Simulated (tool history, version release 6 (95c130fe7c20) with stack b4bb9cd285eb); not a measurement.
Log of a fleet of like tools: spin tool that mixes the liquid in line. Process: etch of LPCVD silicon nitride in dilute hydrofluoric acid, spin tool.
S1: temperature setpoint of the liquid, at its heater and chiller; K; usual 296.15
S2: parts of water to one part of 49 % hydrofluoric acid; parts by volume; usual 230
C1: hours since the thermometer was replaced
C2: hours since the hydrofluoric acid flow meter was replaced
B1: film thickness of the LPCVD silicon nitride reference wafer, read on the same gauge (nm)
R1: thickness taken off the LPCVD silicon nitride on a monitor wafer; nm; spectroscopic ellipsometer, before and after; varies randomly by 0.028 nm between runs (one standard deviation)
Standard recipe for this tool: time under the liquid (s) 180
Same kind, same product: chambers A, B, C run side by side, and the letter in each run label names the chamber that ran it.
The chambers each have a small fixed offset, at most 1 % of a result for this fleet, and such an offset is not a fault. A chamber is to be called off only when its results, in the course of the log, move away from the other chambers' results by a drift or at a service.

{"run": "1A", "hour": 13.3, "S1": 296.15, "S2": 230, "time under the liquid (s)": 180, "C1": 2037.7, "C2": 498.1, "B1": 89.996, "R1": 0.41484}
{"run": "2C", "hour": 20.5, "S1": 296.15, "S2": 230, "time under the liquid (s)": 180, "C1": 1840.3, "C2": 536.2, "B1": 90.004, "R1": 0.45563}
{"run": "3B", "hour": 30.0, "S1": 296.15, "S2": 230, "time under the liquid (s)": 180, "C1": 176, "C2": 979.8, "B1": 89.99, "R1": 0.46912}
{"run": "4A", "hour": 38.9, "S1": 296.15, "S2": 230, "time under the liquid (s)": 180, "C1": 2063.3, "C2": 523.7, "B1": 90.042, "R1": 0.40176}
{"run": "5C", "hour": 46.9, "S1": 296.15, "S2": 230, "time under the liquid (s)": 180, "C1": 1866.7, "C2": 562.6, "B1": 89.994, "R1": 0.45673}
{"run": "6B", "hour": 59.8, "S1": 296.15, "S2": 230, "time under the liquid (s)": 180, "C1": 205.8, "C2": 1009.6, "B1": 90.026, "R1": 0.45134}
{"hour": 63.0, "done": "chamber C: thermometer replaced"}
{"run": "7A", "hour": 68.1, "S1": 296.15, "S2": 230, "time under the liquid (s)": 180, "C1": 2092.5, "C2": 552.9, "B1": 89.978, "R1": 0.40765}
{"run": "8C", "hour": 79.2, "S1": 296.15, "S2": 230, "time under the liquid (s)": 180, "C1": 16.2, "C2": 594.9, "B1": 89.998, "R1": 0.39778}
{"run": "9B", "hour": 88.3, "S1": 296.15, "S2": 230, "time under the liquid (s)": 180, "C1": 234.3, "C2": 1038.1, "B1": 90.009, "R1": 0.43997}
{"run": "10B", "hour": 100.4, "S1": 296.15, "S2": 230, "time under the liquid (s)": 180, "C1": 246.4, "C2": 1050.2, "B1": 89.957, "R1": 0.41989}
{"run": "11A", "hour": 115.4, "S1": 296.15, "S2": 230, "time under the liquid (s)": 180, "C1": 2139.8, "C2": 600.2, "B1": 89.98, "R1": 0.42553}
{"run": "12C", "hour": 125.4, "S1": 296.15, "S2": 230, "time under the liquid (s)": 180, "C1": 62.4, "C2": 641.1, "B1": 90.01, "R1": 0.40698}
{"run": "13B", "hour": 138.5, "S1": 298.65, "S2": 230, "time under the liquid (s)": 280, "C1": 284.5, "C2": 1088.3, "B1": 90.044, "R1": 0.79166}
{"run": "14A", "hour": 145.6, "S1": 298.65, "S2": 230, "time under the liquid (s)": 280, "C1": 2170, "C2": 630.4, "B1": 89.964, "R1": 0.79082}
{"run": "15C", "hour": 154.9, "S1": 298.65, "S2": 230, "time under the liquid (s)": 280, "C1": 91.9, "C2": 670.6, "B1": 89.97, "R1": 0.80748}
{"run": "16B", "hour": 165.3, "S1": 296.15, "S2": 230, "time under the liquid (s)": 180, "C1": 311.3, "C2": 1115.1, "B1": 89.993, "R1": 0.50766}
{"run": "17C", "hour": 172.9, "S1": 296.15, "S2": 230, "time under the liquid (s)": 180, "C1": 109.9, "C2": 688.6, "B1": 89.995, "R1": 0.43519}
{"run": "18A", "hour": 182.5, "S1": 296.15, "S2": 230, "time under the liquid (s)": 180, "C1": 2206.9, "C2": 667.3, "B1": 89.989, "R1": 0.42275}
{"run": "19C", "hour": 196.4, "S1": 296.15, "S2": 320, "time under the liquid (s)": 180, "C1": 133.4, "C2": 712.1, "B1": 90.004, "R1": 0.32053}
{"run": "20B", "hour": 206.9, "S1": 296.15, "S2": 320, "time under the liquid (s)": 180, "C1": 352.9, "C2": 1156.7, "B1": 90.002, "R1": 0.32822}
{"run": "21A", "hour": 217.4, "S1": 296.15, "S2": 320, "time under the liquid (s)": 180, "C1": 2241.8, "C2": 702.2, "B1": 89.999, "R1": 0.32279}
{"run": "22A", "hour": 231.6, "S1": 296.15, "S2": 230, "time under the liquid (s)": 180, "C1": 2256, "C2": 716.4, "B1": 89.962, "R1": 0.42379}
{"run": "23B", "hour": 245.9, "S1": 296.15, "S2": 230, "time under the liquid (s)": 180, "C1": 391.9, "C2": 1195.7, "B1": 90.041, "R1": 0.43068}
{"run": "24C", "hour": 261.8, "S1": 297.65, "S2": 230, "time under the liquid (s)": 230, "C1": 198.8, "C2": 777.5, "B1": 90.039, "R1": 0.62452}
{"run": "25B", "hour": 275.4, "S1": 297.65, "S2": 230, "time under the liquid (s)": 230, "C1": 421.4, "C2": 1225.2, "B1": 90.034, "R1": 0.67398}
{"run": "26A", "hour": 284.3, "S1": 297.65, "S2": 230, "time under the liquid (s)": 230, "C1": 2308.7, "C2": 769.1, "B1": 89.967, "R1": 0.5625}
{"run": "27C", "hour": 292.4, "S1": 296.15, "S2": 230, "time under the liquid (s)": 180, "C1": 229.4, "C2": 808.1, "B1": 89.962, "R1": 0.41144}
{"run": "28A", "hour": 304.8, "S1": 296.15, "S2": 230, "time under the liquid (s)": 180, "C1": 2329.2, "C2": 789.6, "B1": 90.017, "R1": 0.46448}
{"run": "29C", "hour": 312.4, "S1": 296.15, "S2": 230, "time under the liquid (s)": 180, "C1": 249.4, "C2": 828.1, "B1": 90.009, "R1": 0.43624}
{"run": "30B", "hour": 319.4, "S1": 296.15, "S2": 230, "time under the liquid (s)": 180, "C1": 465.4, "C2": 1269.2, "B1": 89.961, "R1": 0.41936}
{"run": "31B", "hour": 335.2, "S1": 296.15, "S2": 230, "time under the liquid (s)": 180, "C1": 481.2, "C2": 1285, "B1": 89.97, "R1": 0.43916}
{"run": "32A", "hour": 350.9, "S1": 296.15, "S2": 230, "time under the liquid (s)": 180, "C1": 2375.3, "C2": 835.7, "B1": 89.992, "R1": 0.4781}
{"run": "33C", "hour": 362.7, "S1": 296.15, "S2": 230, "time under the liquid (s)": 180, "C1": 299.7, "C2": 878.4, "B1": 89.936, "R1": 0.41873}
{"run": "34B", "hour": 372.4, "S1": 296.15, "S2": 230, "time under the liquid (s)": 180, "C1": 518.4, "C2": 1322.2, "B1": 90.057, "R1": 0.41152}
{"run": "35C", "hour": 380.9, "S1": 296.15, "S2": 230, "time under the liquid (s)": 180, "C1": 317.9, "C2": 896.6, "B1": 90.003, "R1": 0.43186}
{"hour": 386.2, "done": "chamber B: hydrofluoric acid flow meter replaced"}
{"run": "36A", "hour": 390.0, "S1": 296.15, "S2": 230, "time under the liquid (s)": 180, "C1": 2414.4, "C2": 874.8, "B1": 89.997, "R1": 0.40243}
{"run": "37B", "hour": 401.0, "S1": 296.15, "S2": 230, "time under the liquid (s)": 180, "C1": 547, "C2": 14.9, "B1": 90.014, "R1": 0.45522}
{"run": "38C", "hour": 412.6, "S1": 296.15, "S2": 230, "time under the liquid (s)": 230, "C1": 349.6, "C2": 928.3, "B1": 89.977, "R1": 0.55192}
{"run": "39A", "hour": 420.0, "S1": 296.15, "S2": 230, "time under the liquid (s)": 230, "C1": 2444.4, "C2": 904.8, "B1": 89.964, "R1": 0.61419}

For the next run the whole fleet of 3 chambers uses the same settings. Give each chamber's results:
{"run": "40A", "hour": 431.5, "S1": 296.15, "S2": 230, "time under the liquid (s)": 180, "R1": "?"}
{"run": "40B", "hour": 431.5, "S1": 296.15, "S2": 230, "time under the liquid (s)": 180, "R1": "?"}
{"run": "40C", "hour": 431.5, "S1": 296.15, "S2": 230, "time under the liquid (s)": 180, "R1": "?"}

run=40A R1=0.42419
run=40B R1=0.43034
run=40C R1=0.48332
